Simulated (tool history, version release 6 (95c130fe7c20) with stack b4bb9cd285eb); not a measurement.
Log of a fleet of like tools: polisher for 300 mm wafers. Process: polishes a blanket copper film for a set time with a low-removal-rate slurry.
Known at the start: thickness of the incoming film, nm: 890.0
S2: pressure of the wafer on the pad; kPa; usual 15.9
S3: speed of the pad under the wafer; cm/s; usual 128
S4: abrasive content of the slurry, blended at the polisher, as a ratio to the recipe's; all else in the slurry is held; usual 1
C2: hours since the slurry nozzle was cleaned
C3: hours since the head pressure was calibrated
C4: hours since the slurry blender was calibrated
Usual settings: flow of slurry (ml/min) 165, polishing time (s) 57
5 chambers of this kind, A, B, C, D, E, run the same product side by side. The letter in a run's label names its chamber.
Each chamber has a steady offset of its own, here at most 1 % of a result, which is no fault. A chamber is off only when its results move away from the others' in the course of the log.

run 1A hour=9.1 | flow_of_slurry_(ml/min)=165 S2=15.9 S3=128 S4=1 polishing_time_(s)=57 | wafers_polished_on_this_pad=370 C2=251.2 C3=287.6 C4=171.4 | film_removed_(nm)=192.87
run 2B hour=17.2 | flow_of_slurry_(ml/min)=165 S2=15.9 S3=128 S4=1 polishing_time_(s)=57 | wafers_polished_on_this_pad=442 C2=168.4 C3=17.5 C4=18.5 | film_removed_(nm)=196.67
-- hour=29.4 chamber E: head pressure recalibrated
run 3C hour=30.2 | flow_of_slurry_(ml/min)=165 S2=15.9 S3=128 S4=1 polishing_time_(s)=57 | wafers_polished_on_this_pad=729 C2=140.8 C3=58.3 C4=135.6 | film_removed_(nm)=193.33
run 4D hour=37.4 | flow_of_slurry_(ml/min)=165 S2=15.9 S3=128 S4=1 polishing_time_(s)=57 | wafers_polished_on_this_pad=264 C2=538.6 C3=385.2 C4=270.9 | film_removed_(nm)=194.2
-- hour=39.4 chamber A: slurry nozzle cleaned
run 5E hour=43.7 | flow_of_slurry_(ml/min)=165 S2=15.9 S3=128 S4=1 polishing_time_(s)=57 | wafers_polished_on_this_pad=406 C2=417.4 C3=14.4 C4=80.9 | film_removed_(nm)=191.93
run 6D hour=55.5 | flow_of_slurry_(ml/min)=165 S2=15.9 S3=128 S4=1 polishing_time_(s)=57 | wafers_polished_on_this_pad=367 C2=556.7 C3=403.3 C4=289 | film_removed_(nm)=191.72
-- hour=60.7 chamber E: slurry blender recalibrated
-- hour=61.8 chamber B: worn pad replaced by a new one
run 7C hour=64.3 | flow_of_slurry_(ml/min)=165 S2=15.9 S3=128 S4=1 polishing_time_(s)=57 | wafers_polished_on_this_pad=923 C2=174.9 C3=92.4 C4=169.7 | film_removed_(nm)=194.35
-- hour=69.1 chamber E: worn pad replaced by a new one
run 8E hour=75.5 | flow_of_slurry_(ml/min)=165 S2=15.9 S3=128 S4=1 polishing_time_(s)=57 | wafers_polished_on_this_pad=36 C2=449.2 C3=46.2 C4=14.9 | film_removed_(nm)=193.34
run 9A hour=88.9 | flow_of_slurry_(ml/min)=165 S2=15.9 S3=128 S4=1 polishing_time_(s)=57 | wafers_polished_on_this_pad=823 C2=49.6 C3=367.4 C4=251.2 | film_removed_(nm)=196.47
-- hour=102.8 chamber D: slurry blender recalibrated
run 10B hour=102.9 | flow_of_slurry_(ml/min)=165 S2=15.9 S3=128 S4=1 polishing_time_(s)=57 | wafers_polished_on_this_pad=233 C2=254.1 C3=103.2 C4=104.2 | film_removed_(nm)=196.24
run 11C hour=110.4 | flow_of_slurry_(ml/min)=165 S2=15.9 S3=128 S4=1 polishing_time_(s)=57 | wafers_polished_on_this_pad=1184 C2=221 C3=138.5 C4=215.8 | film_removed_(nm)=196.16
-- hour=112.6 chamber A: head pressure recalibrated
-- hour=117.3 chamber C: worn pad replaced by a new one
run 12E hour=122.3 | flow_of_slurry_(ml/min)=165 S2=15.9 S3=128 S4=1 polishing_time_(s)=57 | wafers_polished_on_this_pad=302 C2=496 C3=93 C4=61.7 | film_removed_(nm)=195.54
run 13A hour=131.2 | flow_of_slurry_(ml/min)=165 S2=15.9 S3=128 S4=1 polishing_time_(s)=57 | wafers_polished_on_this_pad=1064 C2=91.9 C3=18.7 C4=293.5 | film_removed_(nm)=192.61
-- hour=137.2 chamber C: slurry nozzle cleaned
run 14D hour=138.7 | flow_of_slurry_(ml/min)=165 S2=15.9 S3=128 S4=1 polishing_time_(s)=57 | wafers_polished_on_this_pad=840 C2=639.9 C3=486.5 C4=36 | film_removed_(nm)=193.92
run 15B hour=150.9 | flow_of_slurry_(ml/min)=165 S2=15.9 S3=128 S4=1 polishing_time_(s)=57 | wafers_polished_on_this_pad=506 C2=302.1 C3=151.2 C4=152.2 | film_removed_(nm)=194.17
-- hour=152.4 chamber A: slurry blender recalibrated
-- hour=162.2 chamber E: slurry blender recalibrated
run 16A hour=165.1 | flow_of_slurry_(ml/min)=165 S2=15.9 S3=128 S4=1 polishing_time_(s)=57 | wafers_polished_on_this_pad=1256 C2=125.8 C3=52.6 C4=12.7 | film_removed_(nm)=194.34
-- hour=169.7 chamber E: worn pad replaced by a new one
-- hour=172.7 chamber B: worn pad replaced by a new one
run 17C hour=176.3 | flow_of_slurry_(ml/min)=165 S2=15.9 S3=128 S4=1 polishing_time_(s)=57 | wafers_polished_on_this_pad=335 C2=39.1 C3=204.4 C4=281.7 | film_removed_(nm)=192.78
-- hour=179.5 chamber D: slurry nozzle cleaned
run 18E hour=184.2 | flow_of_slurry_(ml/min)=165 S2=15.9 S3=128 S4=1 polishing_time_(s)=67 | wafers_polished_on_this_pad=82 C2=557.9 C3=154.9 C4=22.1 | film_removed_(nm)=228.62
run 19B hour=191.2 | flow_of_slurry_(ml/min)=165 S2=15.9 S3=128 S4=1 polishing_time_(s)=67 | wafers_polished_on_this_pad=105 C2=342.4 C3=191.5 C4=192.5 | film_removed_(nm)=230.89
-- hour=201.2 chamber B: slurry blender recalibrated
run 20D hour=202.8 | flow_of_slurry_(ml/min)=165 S2=15.9 S3=128 S4=1 polishing_time_(s)=67 | wafers_polished_on_this_pad=1204 C2=23.3 C3=550.6 C4=100.1 | film_removed_(nm)=226.66
run 21B hour=209.5 | flow_of_slurry_(ml/min)=165 S2=15.9 S3=128 S4=1 polishing_time_(s)=67 | wafers_polished_on_this_pad=209 C2=360.7 C3=209.8 C4=8.4 | film_removed_(nm)=230.36
-- hour=211.3 chamber D: head pressure recalibrated
-- hour=215.8 chamber D: worn pad replaced by a new one
run 22A hour=217.8 | flow_of_slurry_(ml/min)=165 S2=15.9 S3=128 S4=1 polishing_time_(s)=67 | wafers_polished_on_this_pad=1555 C2=178.5 C3=105.3 C4=65.4 | film_removed_(nm)=221.47
run 23D hour=231.4 | flow_of_slurry_(ml/min)=165 S2=15.9 S3=128 S4=1 polishing_time_(s)=57 | wafers_polished_on_this_pad=88 C2=51.9 C3=20.1 C4=128.7 | film_removed_(nm)=192.9
run 24C hour=243.7 | flow_of_slurry_(ml/min)=165 S2=15.9 S3=128 S4=1 polishing_time_(s)=57 | wafers_polished_on_this_pad=717 C2=106.5 C3=271.8 C4=349.1 | film_removed_(nm)=194.56
run 25E hour=252.9 | flow_of_slurry_(ml/min)=165 S2=15.9 S3=128 S4=1 polishing_time_(s)=57 | wafers_polished_on_this_pad=472 C2=626.6 C3=223.6 C4=90.8 | film_removed_(nm)=194.32
run 26D hour=260 | flow_of_slurry_(ml/min)=165 S2=15.9 S3=128 S4=1 polishing_time_(s)=57 | wafers_polished_on_this_pad=251 C2=80.5 C3=48.7 C4=157.3 | film_removed_(nm)=193.91
-- hour=262.3 chamber E: slurry blender recalibrated
run 27B hour=272.9 | flow_of_slurry_(ml/min)=165 S2=15.9 S3=128 S4=1 polishing_time_(s)=57 | wafers_polished_on_this_pad=569 C2=424.1 C3=273.2 C4=71.8 | film_removed_(nm)=195.36
-- hour=283.3 chamber E: worn pad replaced by a new one
run 28E hour=285.8 | flow_of_slurry_(ml/min)=165 S2=15.9 S3=128 S4=1 polishing_time_(s)=57 | wafers_polished_on_this_pad=14 C2=659.5 C3=256.5 C4=23.6 | film_removed_(nm)=193.83
run 29C hour=292.5 | flow_of_slurry_(ml/min)=165 S2=15.9 S3=128 S4=1 polishing_time_(s)=57 | wafers_polished_on_this_pad=995 C2=155.3 C3=320.6 C4=397.9 | film_removed_(nm)=193.11
-- hour=296.4 chamber A: slurry nozzle cleaned
-- hour=300.1 chamber C: slurry blender recalibrated
run 30A hour=300.7 | flow_of_slurry_(ml/min)=165 S2=15.9 S3=128 S4=1 polishing_time_(s)=57 | wafers_polished_on_this_pad=2026 C2=4.4 C3=188.2 C4=148.3 | film_removed_(nm)=187.87
-- hour=309.1 chamber B: worn pad replaced by a new one
run 31C hour=309.9 | flow_of_slurry_(ml/min)=165 S2=15.9 S3=128 S4=1 polishing_time_(s)=57 | wafers_polished_on_this_pad=1093 C2=172.7 C3=338 C4=9.8 | film_removed_(nm)=193.76
-- hour=311.3 chamber C: worn pad replaced by a new one
run 32D hour=318.1 | flow_of_slurry_(ml/min)=165 S2=15.9 S3=128 S4=1 polishing_time_(s)=57 | wafers_polished_on_this_pad=580 C2=138.6 C3=106.8 C4=215.4 | film_removed_(nm)=195.35
run 33E hour=329 | flow_of_slurry_(ml/min)=165 S2=15.9 S3=128 S4=1 polishing_time_(s)=57 | wafers_polished_on_this_pad=259 C2=702.7 C3=299.7 C4=66.8 | film_removed_(nm)=194.74
run 34A hour=342.7 | flow_of_slurry_(ml/min)=165 S2=15.9 S3=128 S4=1 polishing_time_(s)=57 | wafers_polished_on_this_pad=2265 C2=46.4 C3=230.2 C4=190.3 | film_removed_(nm)=184.61
run 35B hour=351.4 | flow_of_slurry_(ml/min)=165 S2=15.9 S3=128 S4=1 polishing_time_(s)=57 | wafers_polished_on_this_pad=240 C2=502.6 C3=351.7 C4=150.3 | film_removed_(nm)=197.7
run 36E hour=359.5 | flow_of_slurry_(ml/min)=165 S2=15.9 S3=128 S4=1 polishing_time_(s)=57 | wafers_polished_on_this_pad=432 C2=733.2 C3=330.2 C4=97.3 | film_removed_(nm)=193.74
run 37D hour=365.8 | flow_of_slurry_(ml/min)=165 S2=15.9 S3=128 S4=1 polishing_time_(s)=57 | wafers_polished_on_this_pad=851 C2=186.3 C3=154.5 C4=263.1 | film_removed_(nm)=195.58
-- hour=372.6 chamber C: slurry nozzle cleaned
run 38C hour=378 | flow_of_slurry_(ml/min)=165 S2=15.9 S3=128 S4=1 polishing_time_(s)=57 | wafers_polished_on_this_pad=379 C2=5.4 C3=406.1 C4=77.9 | film_removed_(nm)=194.9
-- hour=387 chamber B: slurry blender recalibrated
run 39B hour=390.2 | flow_of_slurry_(ml/min)=165 S2=15.9 S3=128 S4=1 polishing_time_(s)=57 | wafers_polished_on_this_pad=461 C2=541.4 C3=390.5 C4=3.3 | film_removed_(nm)=196.35

All 5 chambers run these settings next. Forecast each chamber's results:
run 40A hour=400.6 | flow_of_slurry_(ml/min)=115 S2=15.9 S3=128 S4=1 polishing_time_(s)=57 | film_removed_(nm)=?
run 40B hour=400.6 | flow_of_slurry_(ml/min)=115 S2=15.9 S3=128 S4=1 polishing_time_(s)=57 | film_removed_(nm)=?
run 40C hour=400.6 | flow_of_slurry_(ml/min)=115 S2=15.9 S3=128 S4=1 polishing_time_(s)=57 | film_removed_(nm)=?
run 40D hour=400.6 | flow_of_slurry_(ml/min)=115 S2=15.9 S3=128 S4=1 polishing_time_(s)=57 | film_removed_(nm)=?
run 40E hour=400.6 | flow_of_slurry_(ml/min)=115 S2=15.9 S3=128 S4=1 polishing_time_(s)=57 | film_removed_(nm)=?

run=40A film_removed_(nm)=170.41
run=40B film_removed_(nm)=183.53
run=40C film_removed_(nm)=182.91
run=40D film_removed_(nm)=184.55
run=40E film_removed_(nm)=178.89
